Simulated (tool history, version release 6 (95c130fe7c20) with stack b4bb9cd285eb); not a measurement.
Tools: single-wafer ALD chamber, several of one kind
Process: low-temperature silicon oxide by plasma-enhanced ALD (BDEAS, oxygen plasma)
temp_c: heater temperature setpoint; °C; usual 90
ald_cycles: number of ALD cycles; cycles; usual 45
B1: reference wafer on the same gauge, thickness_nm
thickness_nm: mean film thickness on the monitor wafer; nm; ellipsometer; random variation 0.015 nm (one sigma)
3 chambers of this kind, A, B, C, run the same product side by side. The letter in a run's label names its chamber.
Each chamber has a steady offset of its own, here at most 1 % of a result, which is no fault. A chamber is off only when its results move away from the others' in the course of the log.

Run 1A, hour 5.9: usual settings; B1 6.6538. Result: thickness_nm 6.6222 nm.
Run 2C, hour 9.4: usual settings; B1 6.6523. Result: thickness_nm 6.6344 nm.
Run 3B, hour 15: usual settings; B1 6.6488. Result: thickness_nm 6.6264 nm.
Run 4C, hour 20.6: usual settings; B1 6.6459. Result: thickness_nm 6.6416 nm.
Run 5B, hour 26: usual settings; B1 6.6497. Result: thickness_nm 6.607 nm.
Run 6A, hour 28.8: usual settings; B1 6.6456. Result: thickness_nm 6.6376 nm.
Run 7B, hour 33.5: usual settings; B1 6.6516. Result: thickness_nm 6.6367 nm.
Run 8A, hour 36.9: usual settings; B1 6.6526. Result: thickness_nm 6.6258 nm.
Run 9C, hour 41.8: usual settings but temp_c 81 °C, ald_cycles 41 cycles; B1 6.6485. Result: thickness_nm 6.249 nm.
At hour 46.1: chamber A: thermocouple changed; heater temperature recalibrated.
Run 10B, hour 47.8: usual settings but temp_c 81 °C, ald_cycles 41 cycles; B1 6.6547. Result: thickness_nm 6.2515 nm.
At hour 48.9: chamber C: thermocouple changed; heater temperature recalibrated.
Run 11A, hour 51.3: usual settings but temp_c 81 °C, ald_cycles 41 cycles; B1 6.6493. Result: thickness_nm 6.2486 nm.
Run 12C, hour 57.1: usual settings; B1 6.6496. Result: thickness_nm 6.7316 nm.
Run 13A, hour 62: usual settings but temp_c 94 °C, ald_cycles 52 cycles; B1 6.6539. Result: thickness_nm 7.5033 nm.
Run 14C, hour 66.8: usual settings but temp_c 94 °C, ald_cycles 52 cycles; B1 6.65. Result: thickness_nm 7.6452 nm.
Run 15B, hour 72: usual settings but temp_c 94 °C, ald_cycles 52 cycles; B1 6.6489. Result: thickness_nm 7.5202 nm.
Run 16A, hour 77.5: usual settings; B1 6.6501. Result: thickness_nm 6.5836 nm.
Run 17C, hour 80.9: usual settings; B1 6.6499. Result: thickness_nm 6.7202 nm.
Run 18B, hour 84.2: usual settings but temp_c 81 °C, ald_cycles 40 cycles; B1 6.6513. Result: thickness_nm 6.0506 nm.
Run 19A, hour 89.8: usual settings but temp_c 81 °C, ald_cycles 40 cycles; B1 6.6528. Result: thickness_nm 6.0746 nm.
Run 20C, hour 94.9: usual settings but temp_c 81 °C, ald_cycles 40 cycles; B1 6.6472. Result: thickness_nm 6.1644 nm.
Run 21B, hour 99.4: usual settings; B1 6.6478. Result: thickness_nm 6.6337 nm.

Next, every chamber runs the same settings. What will each give?
Run 22A, hour 103.7: usual settings. Result: thickness_nm ?.
Run 22B, hour 103.7: usual settings. Result: thickness_nm ?.
Run 22C, hour 103.7: usual settings. Result: thickness_nm ?.

run  thickness_nm
22A        6.6509
22B        6.6413
22C        6.7579
